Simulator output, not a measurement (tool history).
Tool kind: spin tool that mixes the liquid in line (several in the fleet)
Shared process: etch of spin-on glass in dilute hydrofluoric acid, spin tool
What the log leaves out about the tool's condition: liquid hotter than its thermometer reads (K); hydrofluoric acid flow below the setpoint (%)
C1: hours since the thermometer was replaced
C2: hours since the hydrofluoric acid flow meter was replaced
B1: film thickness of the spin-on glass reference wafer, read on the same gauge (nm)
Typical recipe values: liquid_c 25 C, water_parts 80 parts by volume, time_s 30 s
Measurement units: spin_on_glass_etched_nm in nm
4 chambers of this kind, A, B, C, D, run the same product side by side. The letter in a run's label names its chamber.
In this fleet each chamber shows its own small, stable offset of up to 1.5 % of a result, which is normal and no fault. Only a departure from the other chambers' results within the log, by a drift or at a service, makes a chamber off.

run 1A hour=5.7 | liquid_c=25 water_parts=80 time_s=30 | C1=1863.2 C2=724.5 | B1=80.016 | spin_on_glass_etched_nm=17.434
run 2B hour=15.9 | liquid_c=25 water_parts=80 time_s=30 | C1=1245.6 C2=1142.1 | B1=80.001 | spin_on_glass_etched_nm=17.153
run 3C hour=21.7 | liquid_c=25 water_parts=80 time_s=30 | C1=1623.7 C2=1748.4 | B1=79.967 | spin_on_glass_etched_nm=17.562
-- hour=26.7 chamber D: hydrofluoric acid flow meter replaced
run 4D hour=29.2 | liquid_c=25 water_parts=80 time_s=30 | C1=1889.6 C2=2.5 | B1=79.966 | spin_on_glass_etched_nm=17.656
run 5C hour=37.2 | liquid_c=25 water_parts=80 time_s=30 | C1=1639.2 C2=1763.9 | B1=79.975 | spin_on_glass_etched_nm=17.577
run 6D hour=43.2 | liquid_c=21 water_parts=110 time_s=30 | C1=1903.6 C2=16.5 | B1=79.942 | spin_on_glass_etched_nm=10.387
-- hour=46.7 chamber B: hydrofluoric acid flow meter replaced
run 7B hour=52.6 | liquid_c=21 water_parts=110 time_s=30 | C1=1282.3 C2=6 | B1=80.011 | spin_on_glass_etched_nm=10.418
run 8A hour=58.8 | liquid_c=21 water_parts=110 time_s=30 | C1=1916.3 C2=777.6 | B1=79.977 | spin_on_glass_etched_nm=10.305
run 9D hour=69.6 | liquid_c=21 water_parts=110 time_s=30 | C1=1930 C2=42.9 | B1=80.018 | spin_on_glass_etched_nm=10.525
run 10B hour=80.5 | liquid_c=28.5 water_parts=50 time_s=30 | C1=1310.2 C2=33.9 | B1=79.968 | spin_on_glass_etched_nm=32.961
run 11A hour=91.8 | liquid_c=28.5 water_parts=50 time_s=30 | C1=1949.3 C2=810.6 | B1=79.992 | spin_on_glass_etched_nm=33.246
run 12C hour=96.9 | liquid_c=28.5 water_parts=50 time_s=30 | C1=1698.9 C2=1823.6 | B1=79.992 | spin_on_glass_etched_nm=33.869
run 13B hour=104.2 | liquid_c=28.5 water_parts=50 time_s=30 | C1=1333.9 C2=57.6 | B1=80.004 | spin_on_glass_etched_nm=32.763
run 14A hour=114.8 | liquid_c=25 water_parts=80 time_s=30 | C1=1972.3 C2=833.6 | B1=80.025 | spin_on_glass_etched_nm=17.343
run 15C hour=124.2 | liquid_c=25 water_parts=80 time_s=30 | C1=1726.2 C2=1850.9 | B1=79.958 | spin_on_glass_etched_nm=18
run 16D hour=131.7 | liquid_c=25 water_parts=80 time_s=30 | C1=1992.1 C2=105 | B1=79.991 | spin_on_glass_etched_nm=17.547
run 17D hour=136.9 | liquid_c=30 water_parts=45 time_s=30 | C1=1997.3 C2=110.2 | B1=80.038 | spin_on_glass_etched_nm=40.41
run 18C hour=144.4 | liquid_c=30 water_parts=45 time_s=30 | C1=1746.4 C2=1871.1 | B1=80.002 | spin_on_glass_etched_nm=40.688
run 19B hour=155.2 | liquid_c=30 water_parts=45 time_s=30 | C1=1384.9 C2=108.6 | B1=79.989 | spin_on_glass_etched_nm=39.115
run 20A hour=162.4 | liquid_c=30 water_parts=45 time_s=30 | C1=2019.9 C2=881.2 | B1=79.934 | spin_on_glass_etched_nm=40.216
run 21B hour=173.3 | liquid_c=25 water_parts=80 time_s=30 | C1=1403 C2=126.7 | B1=79.977 | spin_on_glass_etched_nm=17.417
run 22C hour=184.6 | liquid_c=26.5 water_parts=80 time_s=50 | C1=1786.6 C2=1911.3 | B1=80.02 | spin_on_glass_etched_nm=32.196
run 23A hour=194.8 | liquid_c=26.5 water_parts=80 time_s=50 | C1=2052.3 C2=913.6 | B1=79.997 | spin_on_glass_etched_nm=30.655
run 24D hour=204.9 | liquid_c=26.5 water_parts=80 time_s=50 | C1=2065.3 C2=178.2 | B1=80.003 | spin_on_glass_etched_nm=31.086
run 25A hour=214.9 | liquid_c=26.5 water_parts=80 time_s=50 | C1=2072.4 C2=933.7 | B1=80.033 | spin_on_glass_etched_nm=30.456
run 26C hour=225.1 | liquid_c=25 water_parts=80 time_s=30 | C1=1827.1 C2=1951.8 | B1=79.988 | spin_on_glass_etched_nm=18.56
run 27D hour=236.7 | liquid_c=25 water_parts=80 time_s=30 | C1=2097.1 C2=210 | B1=80.019 | spin_on_glass_etched_nm=17.758
run 28B hour=245.8 | liquid_c=25 water_parts=80 time_s=30 | C1=1475.5 C2=199.2 | B1=79.965 | spin_on_glass_etched_nm=17.283
run 29C hour=253.8 | liquid_c=25 water_parts=80 time_s=30 | C1=1855.8 C2=1980.5 | B1=80.018 | spin_on_glass_etched_nm=18.595
run 30D hour=261.7 | liquid_c=25 water_parts=80 time_s=30 | C1=2122.1 C2=235 | B1=79.988 | spin_on_glass_etched_nm=17.474
run 31A hour=269.5 | liquid_c=25 water_parts=80 time_s=30 | C1=2127 C2=988.3 | B1=79.99 | spin_on_glass_etched_nm=17.335
run 32B hour=277.7 | liquid_c=25 water_parts=80 time_s=30 | C1=1507.4 C2=231.1 | B1=80.012 | spin_on_glass_etched_nm=17.322
run 33A hour=288.3 | liquid_c=25 water_parts=80 time_s=30 | C1=2145.8 C2=1007.1 | B1=80.056 | spin_on_glass_etched_nm=17.314
run 34C hour=293.7 | liquid_c=25 water_parts=80 time_s=30 | C1=1895.7 C2=2020.4 | B1=79.986 | spin_on_glass_etched_nm=18.797
run 35B hour=304.6 | liquid_c=25 water_parts=80 time_s=30 | C1=1534.3 C2=258 | B1=80.02 | spin_on_glass_etched_nm=17.321
run 36D hour=312 | liquid_c=25 water_parts=80 time_s=30 | C1=2172.4 C2=285.3 | B1=79.999 | spin_on_glass_etched_nm=17.697
-- hour=316.5 chamber A: hydrofluoric acid flow meter replaced
run 37A hour=323.6 | liquid_c=25 water_parts=80 time_s=30 | C1=2181.1 C2=7.1 | B1=80.027 | spin_on_glass_etched_nm=17.334

All 4 chambers run these settings next. Forecast each chamber's results:
run 38A hour=332.1 | liquid_c=28 water_parts=80 time_s=30 | spin_on_glass_etched_nm=?
run 38B hour=332.1 | liquid_c=28 water_parts=80 time_s=30 | spin_on_glass_etched_nm=?
run 38C hour=332.1 | liquid_c=28 water_parts=80 time_s=30 | spin_on_glass_etched_nm=?
run 38D hour=332.1 | liquid_c=28 water_parts=80 time_s=30 | spin_on_glass_etched_nm=?

run=38A spin_on_glass_etched_nm=19.774
run=38B spin_on_glass_etched_nm=19.494
run=38C spin_on_glass_etched_nm=21.071
run=38D spin_on_glass_etched_nm=19.854

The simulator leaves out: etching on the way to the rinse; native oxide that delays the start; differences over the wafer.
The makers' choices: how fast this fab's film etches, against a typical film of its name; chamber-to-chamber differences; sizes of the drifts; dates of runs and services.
